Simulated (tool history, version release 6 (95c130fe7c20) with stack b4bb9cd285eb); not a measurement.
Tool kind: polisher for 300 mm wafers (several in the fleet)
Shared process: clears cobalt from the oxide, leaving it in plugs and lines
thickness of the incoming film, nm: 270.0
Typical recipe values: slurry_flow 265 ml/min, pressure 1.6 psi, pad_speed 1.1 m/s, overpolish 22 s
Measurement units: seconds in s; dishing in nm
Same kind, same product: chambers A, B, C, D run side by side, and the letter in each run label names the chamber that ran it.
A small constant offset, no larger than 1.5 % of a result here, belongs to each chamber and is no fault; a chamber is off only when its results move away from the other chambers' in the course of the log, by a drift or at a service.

run	hour	slurry_flow	pressure	pad_speed	overpolish	wafers polished on this pad	hours since the slurry nozzle was cleaned	hours since the head pressure was calibrated	seconds	dishing
# hour 2.6: chamber C: slurry nozzle cleaned
1C	11.2	265	1.6	1.1	22	591	8.6	773.4	57.302	35.664
# hour 18.1: chamber D: worn pad replaced by a new one
2A	19.5	265	1.6	1.1	22	616	187.8	387.6	57.852	34.964
# hour 27.7: chamber C: worn pad replaced by a new one
3B	28.3	265	1.6	1.1	22	757	509.1	382.3	56.843	37.55
# hour 37.9: chamber B: worn pad replaced by a new one
4D	40.3	265	1.6	1.1	22	137	130.5	319.6	56.915	36.908
5D	47.7	265	1.6	1.1	22	183	137.9	327	56.147	36.076
6C	55	265	1.9	1.1	22	168	52.4	817.2	47.503	37.85
7B	61.7	265	1.9	1.1	22	147	542.5	415.7	48.43	36.713
8A	72.8	265	1.9	1.1	22	945	241.1	440.9	47.531	36.763
9A	83.1	265	1.9	1.1	22	1009	251.4	451.2	47.377	38.166
10C	95.1	265	1.6	1.1	22	416	92.5	857.3	55.964	35.49
11B	104.1	265	1.6	1.1	22	408	584.9	458.1	57.004	36.048
12D	112.2	265	1.6	1.1	22	581	202.4	391.5	56.26	36.373
13C	119.3	265	1.6	1.1	22	565	116.7	881.5	57.25	36.206
14A	130.2	225	1.6	1.24	22	1299	298.5	498.3	51.41	35.66
15B	135.6	225	1.6	1.24	22	603	616.4	489.6	51.711	37.54
16D	141.3	225	1.6	1.24	22	761	231.5	420.6	51.264	37.943
# hour 143.7: chamber C: worn pad replaced by a new one
# hour 145.8: chamber A: head pressure recalibrated
17D	152.8	225	1.6	1.24	22	832	243	432.1	50.889	37.619
# hour 155.6: chamber A: worn pad replaced by a new one
18C	161.9	265	1.6	1.1	22	112	159.3	924.1	56.905	36.966
19B	172.5	265	1.6	1.1	22	831	653.3	526.5	57.917	37.255
# hour 179.1: chamber B: worn pad replaced by a new one
20A	184.5	265	1.6	1.1	22	178	352.8	38.8	56.335	35.457
21B	194.9	265	1.6	1.1	22	97	675.7	548.9	57.448	35.756
# hour 200.3: chamber D: worn pad replaced by a new one
# hour 201.9: chamber B: head pressure recalibrated
22A	205.8	265	1.6	1.1	22	310	374.1	60.1	57.325	36.041
23D	213.9	265	1.6	1.1	22	84	304.1	493.2	56.57	35.507
24C	220.7	210	1.6	1.1	33	475	218.1	982.9	59.626	37.922
25B	226.2	210	1.6	1.1	33	291	707	24.4	59.171	38.412
26A	232.9	210	1.6	1.1	33	477	401.2	87.2	57.796	37.698
27C	244.4	210	1.6	1.1	33	621	241.8	1006.6	57.691	38.605
28D	254.7	265	1.2	0.74	22	336	344.9	534	111.28	29.709
29A	266.8	265	1.2	0.74	22	686	435.1	121.1	112.96	29.319

For the next run the whole fleet of 4 chambers uses the same settings. Give each chamber's results:
30A	275.4	265	1.6	1.1	22				?	?
30B	275.4	265	1.6	1.1	22				?	?
30C	275.4	265	1.6	1.1	22				?	?
30D	275.4	265	1.6	1.1	22				?	?

run	seconds	dishing
30A	56.332	36.278
30B	56.929	35.801
30C	57.373	35.59
30D	57.79	36.169

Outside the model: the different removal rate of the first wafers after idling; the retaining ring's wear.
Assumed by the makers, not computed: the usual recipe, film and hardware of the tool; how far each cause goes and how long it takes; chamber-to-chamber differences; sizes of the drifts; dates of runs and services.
